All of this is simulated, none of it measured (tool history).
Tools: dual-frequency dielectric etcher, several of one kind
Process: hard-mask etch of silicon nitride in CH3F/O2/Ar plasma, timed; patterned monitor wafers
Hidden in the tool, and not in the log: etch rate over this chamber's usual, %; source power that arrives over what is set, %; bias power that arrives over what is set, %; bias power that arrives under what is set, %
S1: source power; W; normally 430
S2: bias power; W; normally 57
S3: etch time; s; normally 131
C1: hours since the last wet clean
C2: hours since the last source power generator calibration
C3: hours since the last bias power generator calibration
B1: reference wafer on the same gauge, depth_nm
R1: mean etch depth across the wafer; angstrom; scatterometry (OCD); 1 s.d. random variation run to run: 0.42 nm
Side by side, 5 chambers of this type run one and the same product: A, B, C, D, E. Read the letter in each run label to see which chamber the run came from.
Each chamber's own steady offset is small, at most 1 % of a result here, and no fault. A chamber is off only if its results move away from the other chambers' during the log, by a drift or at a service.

run 1B hour=9.9 | S1=430 S2=57 S3=131 | C1=193 C2=100.7 C3=766.8 | B1=96.788 | R1=872.41
run 2E hour=19.1 | S1=430 S2=57 S3=131 | C1=386.3 C2=1941.4 C3=3371.7 | B1=96.917 | R1=873.62
run 3D hour=28.4 | S1=430 S2=57 S3=131 | C1=179.1 C2=1051 C3=1545.6 | B1=96.833 | R1=873.46
run 4C hour=39.6 | S1=430 S2=57 S3=131 | C1=336 C2=2094.8 C3=3966.2 | B1=96.758 | R1=867.32
run 5A hour=47.9 | S1=430 S2=57 S3=131 | C1=356.9 C2=988 C3=2429.6 | B1=96.701 | R1=872.8
run 6E hour=57 | S1=430 S2=57 S3=131 | C1=424.2 C2=1979.3 C3=3409.6 | B1=96.775 | R1=878.73
run 7C hour=69.6 | S1=430 S2=57 S3=131 | C1=366 C2=2124.8 C3=3996.2 | B1=96.842 | R1=864.91
run 8D hour=79.5 | S1=430 S2=57 S3=131 | C1=230.2 C2=1102.1 C3=1596.7 | B1=96.696 | R1=875.43
run 9A hour=86.9 | S1=430 S2=57 S3=131 | C1=395.9 C2=1027 C3=2468.6 | B1=96.83 | R1=872.62
run 10B hour=93 | S1=430 S2=57 S3=131 | C1=276.1 C2=183.8 C3=849.9 | B1=96.82 | R1=877.43
run 11C hour=100.2 | S1=430 S2=57 S3=131 | C1=396.6 C2=2155.4 C3=4026.8 | B1=96.884 | R1=870.54
-- hour=113 chamber C: wet clean of the chamber
run 12D hour=113.2 | S1=430 S2=57 S3=131 | C1=263.9 C2=1135.8 C3=1630.4 | B1=96.799 | R1=872.35
run 13B hour=125.4 | S1=430 S2=57 S3=131 | C1=308.5 C2=216.2 C3=882.3 | B1=96.825 | R1=877.33
run 14E hour=135 | S1=430 S2=57 S3=131 | C1=502.2 C2=2057.3 C3=3487.6 | B1=96.829 | R1=877.87
run 15A hour=143.2 | S1=430 S2=57 S3=131 | C1=452.2 C2=1083.3 C3=2524.9 | B1=96.849 | R1=872.91
run 16A hour=156.2 | S1=430 S2=57 S3=131 | C1=465.2 C2=1096.3 C3=2537.9 | B1=96.841 | R1=874.13
run 17D hour=166.2 | S1=430 S2=57 S3=131 | C1=316.9 C2=1188.8 C3=1683.4 | B1=96.725 | R1=884.05
-- hour=168.3 chamber A: wet clean of the chamber
-- hour=175.7 chamber C: bias power generator calibrated
run 18B hour=178 | S1=430 S2=57 S3=131 | C1=361.1 C2=268.8 C3=934.9 | B1=96.86 | R1=872.27
run 19E hour=186.3 | S1=430 S2=57 S3=131 | C1=553.5 C2=2108.6 C3=3538.9 | B1=96.845 | R1=873.94
run 20C hour=198.9 | S1=470 S2=68 S3=131 | C1=86 C2=2254.1 C3=23.2 | B1=96.689 | R1=963
run 21A hour=208.3 | S1=470 S2=68 S3=131 | C1=40 C2=1148.4 C3=2590 | B1=96.91 | R1=956.16
run 22E hour=214.4 | S1=470 S2=68 S3=131 | C1=581.6 C2=2136.7 C3=3567 | B1=96.849 | R1=978.12
run 23D hour=222.7 | S1=470 S2=68 S3=131 | C1=373.4 C2=1245.3 C3=1739.9 | B1=96.789 | R1=959.27
run 24B hour=235.8 | S1=470 S2=68 S3=131 | C1=418.9 C2=326.6 C3=992.7 | B1=96.759 | R1=954.18
run 25C hour=246.5 | S1=430 S2=57 S3=131 | C1=133.6 C2=2301.7 C3=70.8 | B1=96.747 | R1=867.69
run 26A hour=256.6 | S1=430 S2=57 S3=131 | C1=88.3 C2=1196.7 C3=2638.3 | B1=96.87 | R1=878.3
run 27E hour=267.6 | S1=430 S2=57 S3=131 | C1=634.8 C2=2189.9 C3=3620.2 | B1=96.716 | R1=888.91
run 28C hour=274 | S1=430 S2=57 S3=131 | C1=161.1 C2=2329.2 C3=98.3 | B1=96.719 | R1=879.49
run 29D hour=284.3 | S1=430 S2=57 S3=131 | C1=435 C2=1306.9 C3=1801.5 | B1=96.658 | R1=883.36
run 30B hour=295 | S1=430 S2=57 S3=131 | C1=478.1 C2=385.8 C3=1051.9 | B1=96.725 | R1=866.72
run 31E hour=304.3 | S1=430 S2=57 S3=131 | C1=671.5 C2=2226.6 C3=3656.9 | B1=96.867 | R1=889.2
-- hour=305.6 chamber D: wet clean of the chamber
run 32A hour=314 | S1=470 S2=44 S3=131 | C1=145.7 C2=1254.1 C3=2695.7 | B1=96.677 | R1=841.2
run 33D hour=325.2 | S1=470 S2=44 S3=131 | C1=19.6 C2=1347.8 C3=1842.4 | B1=96.797 | R1=838.84
run 34C hour=336.6 | S1=470 S2=44 S3=131 | C1=223.7 C2=2391.8 C3=160.9 | B1=96.892 | R1=837.31
run 35B hour=344.3 | S1=470 S2=44 S3=131 | C1=527.4 C2=435.1 C3=1101.2 | B1=96.79 | R1=834.4
run 36B hour=352.3 | S1=470 S2=44 S3=131 | C1=535.4 C2=443.1 C3=1109.2 | B1=96.882 | R1=830.08
run 37E hour=365 | S1=430 S2=57 S3=131 | C1=732.2 C2=2287.3 C3=3717.6 | B1=96.688 | R1=898.73
-- hour=370 chamber B: wet clean of the chamber
run 38D hour=377.9 | S1=430 S2=57 S3=131 | C1=72.3 C2=1400.5 C3=1895.1 | B1=96.841 | R1=875.68
run 39A hour=385.8 | S1=360 S2=65 S3=131 | C1=217.5 C2=1325.9 C3=2767.5 | B1=96.854 | R1=849.34
run 40C hour=394 | S1=360 S2=65 S3=131 | C1=281.1 C2=2449.2 C3=218.3 | B1=96.745 | R1=850.33
run 41C hour=406.6 | S1=360 S2=65 S3=131 | C1=293.7 C2=2461.8 C3=230.9 | B1=96.635 | R1=850.14
run 42B hour=416.2 | S1=360 S2=65 S3=131 | C1=46.3 C2=507 C3=1173.1 | B1=96.877 | R1=842.14
run 43A hour=429.6 | S1=360 S2=65 S3=131 | C1=261.3 C2=1369.7 C3=2811.3 | B1=96.901 | R1=848.11

Is one chamber out of step, is the gauge drifting, or do the chambers differ by no more than their own small offsets? For an off chamber, give its letter and the likeliest cause.

One chamber, E, drifts off from the rest bit by bit.
What lies behind it: etch rate over this chamber's usual, % = 4.21.

Here are 4 candidates for chamber E's next run, each the usual settings with a change, their results left as question marks. Which one brings its results back in line with what the others give on the usual settings?
Allowed miss from the other chambers' usual-settings mean, per result, to count as in line: R1 15 angstrom
run 44E-1 hour=439.2 | S1=430 S2=57 S3=132 | R1=?
run 44E-2 hour=439.2 | S1=430 S2=57 S3=130 | R1=?
run 44E-3 hour=439.2 | S1=390 S2=57 S3=131 | R1=?
run 44E-4 hour=439.2 | S1=430 S2=57 S3=135.5 | R1=?

Usual-settings mean across the other chambers: R1 873.81 angstrom
run=44E-1 R1=914.52
run=44E-2 R1=900.67
run=44E-3 R1=874.49
run=44E-4 R1=938.77
It is 44E-3 that realigns the chamber with its peers.

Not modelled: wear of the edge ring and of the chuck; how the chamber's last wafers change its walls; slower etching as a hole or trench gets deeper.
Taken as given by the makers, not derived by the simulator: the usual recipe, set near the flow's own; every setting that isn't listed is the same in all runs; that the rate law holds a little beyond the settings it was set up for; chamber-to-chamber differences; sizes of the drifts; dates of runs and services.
